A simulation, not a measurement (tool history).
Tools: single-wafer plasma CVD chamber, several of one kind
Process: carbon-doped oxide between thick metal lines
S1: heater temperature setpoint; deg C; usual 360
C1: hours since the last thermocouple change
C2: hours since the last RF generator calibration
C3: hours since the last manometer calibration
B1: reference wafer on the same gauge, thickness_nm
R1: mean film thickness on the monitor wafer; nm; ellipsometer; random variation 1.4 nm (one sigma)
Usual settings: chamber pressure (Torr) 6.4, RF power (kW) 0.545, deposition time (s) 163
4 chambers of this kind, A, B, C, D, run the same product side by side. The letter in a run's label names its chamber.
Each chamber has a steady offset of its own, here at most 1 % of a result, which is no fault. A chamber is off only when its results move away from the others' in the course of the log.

Run 1A, hour 8.6: usual settings; C1 926; C2 628.6; C3 1875.6; B1 717.42. Result: R1 866.52 nm.
Run 2C, hour 20.4: usual settings; C1 348.8; C2 153.2; C3 70.6; B1 717.28. Result: R1 880.53 nm.
Run 3D, hour 32.3: usual settings; C1 794.8; C2 955.2; C3 754.5; B1 717.57. Result: R1 871.52 nm.
Run 4B, hour 46.7: usual settings; C1 410; C2 921.1; C3 1256.3; B1 717.44. Result: R1 871.8 nm.
Run 5D, hour 55.8: usual settings; C1 818.3; C2 978.7; C3 778; B1 717.61. Result: R1 870.12 nm.
Run 6C, hour 68.2: usual settings; C1 396.6; C2 201; C3 118.4; B1 718.01. Result: R1 878.96 nm.
Run 7A, hour 82.2: usual settings; C1 999.6; C2 702.2; C3 1949.2; B1 717.96. Result: R1 870.74 nm.
Run 8B, hour 92.4: usual settings; C1 455.7; C2 966.8; C3 1302; B1 718.03. Result: R1 876.23 nm.
Run 9A, hour 103.5: usual settings; C1 1020.9; C2 723.5; C3 1970.5; B1 718.39. Result: R1 867.97 nm.
Run 10C, hour 116.4: usual settings; C1 444.8; C2 249.2; C3 166.6; B1 718.69. Result: R1 881.8 nm.
Run 11B, hour 132.9: usual settings; C1 496.2; C2 1007.3; C3 1342.5; B1 718.58. Result: R1 874.45 nm.
Run 12D, hour 148.8: usual settings; C1 911.3; C2 1071.7; C3 871; B1 718.89. Result: R1 870.73 nm.
Run 13A, hour 158.8: usual settings; C1 1076.2; C2 778.8; C3 2025.8; B1 719.17. Result: R1 869.24 nm.
Run 14B, hour 167.1: usual settings; C1 530.4; C2 1041.5; C3 1376.7; B1 719.07. Result: R1 873.94 nm.
At hour 170.1: chamber D: RF generator calibrated.
Run 15C, hour 174.2: usual settings but S1 346 deg C, chamber pressure (Torr) 4.96; C1 502.6; C2 307; C3 224.4; B1 719.43. Result: R1 881.68 nm.
Run 16D, hour 181.6: usual settings but S1 346 deg C, chamber pressure (Torr) 4.96; C1 944.1; C2 11.5; C3 903.8; B1 718.82. Result: R1 868.83 nm.
Run 17B, hour 194: usual settings but S1 346 deg C, chamber pressure (Torr) 4.96; C1 557.3; C2 1068.4; C3 1403.6; B1 719.42. Result: R1 874.66 nm.
At hour 196.5: chamber A: RF generator calibrated.
Run 18C, hour 208.4: usual settings but S1 346 deg C, chamber pressure (Torr) 4.96; C1 536.8; C2 341.2; C3 258.6; B1 719.27. Result: R1 883.02 nm.
Run 19A, hour 215.9: usual settings; C1 1133.3; C2 19.5; C3 2082.9; B1 719.73. Result: R1 868.97 nm.
At hour 223.1: chamber D: thermocouple changed; heater temperature recalibrated.
Run 20D, hour 224.9: usual settings; C1 1.8; C2 54.8; C3 947.1; B1 719.69. Result: R1 875.7 nm.
Run 21D, hour 237.7: usual settings; C1 14.6; C2 67.6; C3 959.9; B1 719.79. Result: R1 871.1 nm.
Run 22C, hour 253.3: usual settings; C1 581.7; C2 386.1; C3 303.5; B1 720.14. Result: R1 882.16 nm.
Run 23B, hour 261.8: usual settings; C1 625.1; C2 1136.2; C3 1471.4; B1 720.26. Result: R1 876.1 nm.
Run 24A, hour 274.9: usual settings; C1 1192.3; C2 78.5; C3 2141.9; B1 720.3. Result: R1 873.17 nm.
Run 25A, hour 284.8: usual settings; C1 1202.2; C2 88.4; C3 2151.8; B1 720.45. Result: R1 871.54 nm.
Run 26B, hour 293.6: usual settings but deposition time (s) 136; C1 656.9; C2 1168; C3 1503.2; B1 720.74. Result: R1 732.34 nm.
Run 27D, hour 309.3: usual settings but deposition time (s) 136; C1 86.2; C2 139.2; C3 1031.5; B1 720.83. Result: R1 732.67 nm.
Run 28C, hour 321.9: usual settings but deposition time (s) 136; C1 650.3; C2 454.7; C3 372.1; B1 720.76. Result: R1 737.19 nm.
Run 29A, hour 333.2: usual settings but deposition time (s) 136; C1 1250.6; C2 136.8; C3 2200.2; B1 721.28. Result: R1 729.51 nm.
Run 30B, hour 347.8: usual settings; C1 711.1; C2 1222.2; C3 1557.4; B1 721.08. Result: R1 877.97 nm.
Run 31C, hour 357.3: usual settings; C1 685.7; C2 490.1; C3 407.5; B1 720.97. Result: R1 888.03 nm.
Run 32D, hour 372.9: usual settings; C1 149.8; C2 202.8; C3 1095.1; B1 721.44. Result: R1 876.69 nm.
Run 33C, hour 385.7: usual settings; C1 714.1; C2 518.5; C3 435.9; B1 722.16. Result: R1 882.95 nm.

What goes on in this fleet: one chamber off, a drifting gauge, or nothing beyond the chambers' own small offsets? Name the chamber and the cause, if any.

The gauge drifts, so all chambers seem to drift together. No chamber is off.
Cause: gauge reads high (%) = 0.682.
